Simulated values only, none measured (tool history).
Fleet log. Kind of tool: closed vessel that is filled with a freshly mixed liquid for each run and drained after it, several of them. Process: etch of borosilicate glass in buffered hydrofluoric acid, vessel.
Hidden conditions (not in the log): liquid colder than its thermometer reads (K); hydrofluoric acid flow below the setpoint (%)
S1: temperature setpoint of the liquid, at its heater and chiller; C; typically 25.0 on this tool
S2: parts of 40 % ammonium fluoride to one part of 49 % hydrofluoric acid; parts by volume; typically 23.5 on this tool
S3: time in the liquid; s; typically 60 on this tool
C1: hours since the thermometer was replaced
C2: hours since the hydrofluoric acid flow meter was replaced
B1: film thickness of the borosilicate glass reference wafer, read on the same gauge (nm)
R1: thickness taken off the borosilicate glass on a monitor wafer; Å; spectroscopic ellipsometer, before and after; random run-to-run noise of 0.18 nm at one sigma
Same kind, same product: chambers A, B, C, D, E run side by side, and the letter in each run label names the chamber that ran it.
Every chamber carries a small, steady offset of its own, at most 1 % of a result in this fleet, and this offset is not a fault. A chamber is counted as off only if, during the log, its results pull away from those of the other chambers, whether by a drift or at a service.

run	hour	S1	S2	S3	C1	C2	B1	R1
1C	5.9	25.0	23.5	60	211.6	359.1	40.021	357.91
2D	16.3	25.0	23.5	60	827.1	417.1	39.997	358.63
3A	23.9	25.0	23.5	60	874.4	689.9	39.999	358.54
4B	32.5	25.0	23.5	60	1000.6	601.8	39.981	353.46
5E	38.2	25.0	23.5	60	228.9	224.6	39.993	360.37
6C	46.3	25.0	23.5	60	252.0	399.5	39.989	356.52
7A	52.1	29.5	23.5	85	902.6	718.1	39.999	645.60
8D	62.3	29.5	23.5	85	873.1	463.1	40.036	640.65
9E	70.0	29.5	23.5	85	260.7	256.4	39.990	653.65
10B	79.5	29.5	23.5	85	1047.6	648.8	39.989	648.47
11A	91.7	29.5	23.5	85	942.2	757.7	39.979	648.44
12C	102.6	25.0	23.5	60	308.3	455.8	40.022	359.33
# hour 104.2: chamber C: hydrofluoric acid flow meter replaced
13D	111.4	25.0	23.5	60	922.2	512.2	39.985	357.27
14B	116.7	25.0	23.5	60	1084.8	686.0	39.997	350.93
15E	123.4	25.0	17.5	35	314.1	309.8	40.028	267.56
16D	131.5	25.0	17.5	35	942.3	532.3	39.988	262.47
17A	141.1	25.0	17.5	35	991.6	807.1	40.018	262.64
18E	152.0	25.0	17.5	35	342.7	338.4	39.971	269.74
19B	158.1	25.0	17.5	35	1126.2	727.4	39.991	266.03
20C	165.8	25.0	23.5	60	371.5	61.7	39.992	357.88
21E	177.0	25.0	23.5	60	367.7	363.4	40.023	358.58
22B	184.2	25.0	23.5	60	1152.3	753.5	39.997	357.47
23C	193.9	25.0	23.5	60	399.6	89.8	40.005	358.65
24A	203.1	25.0	23.5	60	1053.6	869.1	39.976	344.64
25D	208.7	25.0	23.5	60	1019.5	609.5	39.998	355.91
26D	217.5	25.0	23.5	60	1028.3	618.3	39.983	356.25
27C	227.9	25.0	23.5	60	433.6	123.8	40.006	356.58
28B	235.4	25.0	23.5	60	1203.5	804.7	40.003	354.81
29A	246.5	25.0	23.5	45	1097.0	912.5	39.998	254.10
30E	258.2	25.0	23.5	45	448.9	444.6	40.015	269.95
31D	269.3	25.0	23.5	45	1080.1	670.1	40.012	267.90

The same settings go to every chamber for the next run, one line per chamber below. Forecast the results for each:
32A	278.0	27.0	23.5	60				?
32B	278.0	27.0	23.5	60				?
32C	278.0	27.0	23.5	60				?
32D	278.0	27.0	23.5	60				?
32E	278.0	27.0	23.5	60				?

run	R1
32A	377.54
32B	397.36
32C	395.50
32D	397.09
32E	400.85
